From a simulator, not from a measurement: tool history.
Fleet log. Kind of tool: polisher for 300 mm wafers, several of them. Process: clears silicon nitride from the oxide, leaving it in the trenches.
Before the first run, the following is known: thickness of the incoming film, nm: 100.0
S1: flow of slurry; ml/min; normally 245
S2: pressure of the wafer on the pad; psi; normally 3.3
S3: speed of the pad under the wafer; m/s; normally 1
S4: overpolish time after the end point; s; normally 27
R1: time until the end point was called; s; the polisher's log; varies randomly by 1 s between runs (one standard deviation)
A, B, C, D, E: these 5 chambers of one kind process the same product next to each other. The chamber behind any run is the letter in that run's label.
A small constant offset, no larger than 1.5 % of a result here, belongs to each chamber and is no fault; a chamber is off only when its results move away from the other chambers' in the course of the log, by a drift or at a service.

run	hour	S1	S2	S3	S4	R1
# hour 1.7: chamber C: slurry nozzle cleaned
1E	5.5	245	3.3	1	27	81.635
2C	9.2	245	3.3	1	27	82.898
3B	14.7	245	3.3	1	27	83.413
4D	18.8	245	3.3	1	27	83.72
5A	25.8	245	3.3	1	27	81.859
6A	29.9	245	3.3	1	27	82.832
# hour 32.8: chamber C: worn pad replaced by a new one
7E	35.7	245	3.3	1	27	81.796
# hour 41.7: chamber B: worn pad replaced by a new one
# hour 42.4: chamber D: worn pad replaced by a new one
8B	42.6	245	3.3	1	27	84.18
9D	47.6	245	3.3	1	27	83.629
10C	51.4	245	3.3	1	27	82.898
11A	59	245	3.3	1	27	82.688
# hour 66.6: chamber A: worn pad replaced by a new one
12C	67.6	245	3.3	1	27	83.585
13D	76.1	245	3.3	1	27	84.262
# hour 77.1: chamber E: worn pad replaced by a new one
14E	80.5	245	3.3	1	27	80.3
# hour 81.9: chamber D: slurry nozzle cleaned
15B	84.9	245	3.3	1	27	83.758
16E	90.6	245	3.3	1	15	80.814
17B	96.8	245	3.3	1	15	83.6
18C	103.8	245	3.3	1	15	83.001
# hour 110.1: chamber E: slurry nozzle cleaned
19D	110.3	245	3.3	1	15	81.443
20A	114.8	245	3.3	1	15	79.685
21D	119.9	245	3.3	1	27	84.478
22E	126.4	245	3.3	1	27	80.281
23C	131.9	245	3.3	1	27	82.854
24B	138.6	245	3.3	1	27	83.878
25A	146	245	3.3	1	27	78.434
26B	150.5	245	3.3	1	27	84.308
# hour 150.9: chamber A: worn pad replaced by a new one
27D	156.8	245	3.3	1	27	83.049
# hour 160: chamber D: worn pad replaced by a new one
28C	164.6	245	3.3	1	27	81.34
# hour 164.7: chamber B: worn pad replaced by a new one
# hour 172.2: chamber E: worn pad replaced by a new one
29A	172.4	245	3.3	1	27	78.625
# hour 174.5: chamber C: worn pad replaced by a new one
30E	177.8	245	3.3	1	27	83.062
# hour 178.7: chamber D: head pressure recalibrated
31E	183.3	245	3.3	1	27	80.21
32B	191.4	245	3.3	1	27	83.76
33D	199	245	3.3	1	27	83.707
34C	205.9	245	3.3	1	27	83.523
35A	214	245	3.3	1	27	76.796
36D	221.9	245	3.3	1	27	83.298
37E	227.1	245	3.3	1	27	81.84

Does one chamber stand apart from the rest, does the shared gauge drift, or is all well apart from small per-chamber offsets? Give the chamber and the most likely cause, where there is one.

It is chamber A that slowly wanders off from its peers.
What lies behind it: head's pressure above its setpoint, % = 7.92.

Which of the 4 candidates below, each the usual settings with something changed and its results left as question marks, puts chamber A back in line with what the other chambers give on the usual settings?
In line means no further than this from the other chambers' mean on the usual settings: R1 3.5 s
38A-1	233.3	245	3.1	0.92	27	?
38A-2	233.3	245	3.6	1	27	?
38A-3	233.3	245	3.6	1.08	27	?
38A-4	233.3	245	3.2	0.96	27	?

What the other chambers average on the usual settings: R1 83.038 s
run	R1
38A-1	88.697
38A-2	70.334
38A-3	65.087
38A-4	82.347
With 38A-4, the chamber falls back in line with the rest.
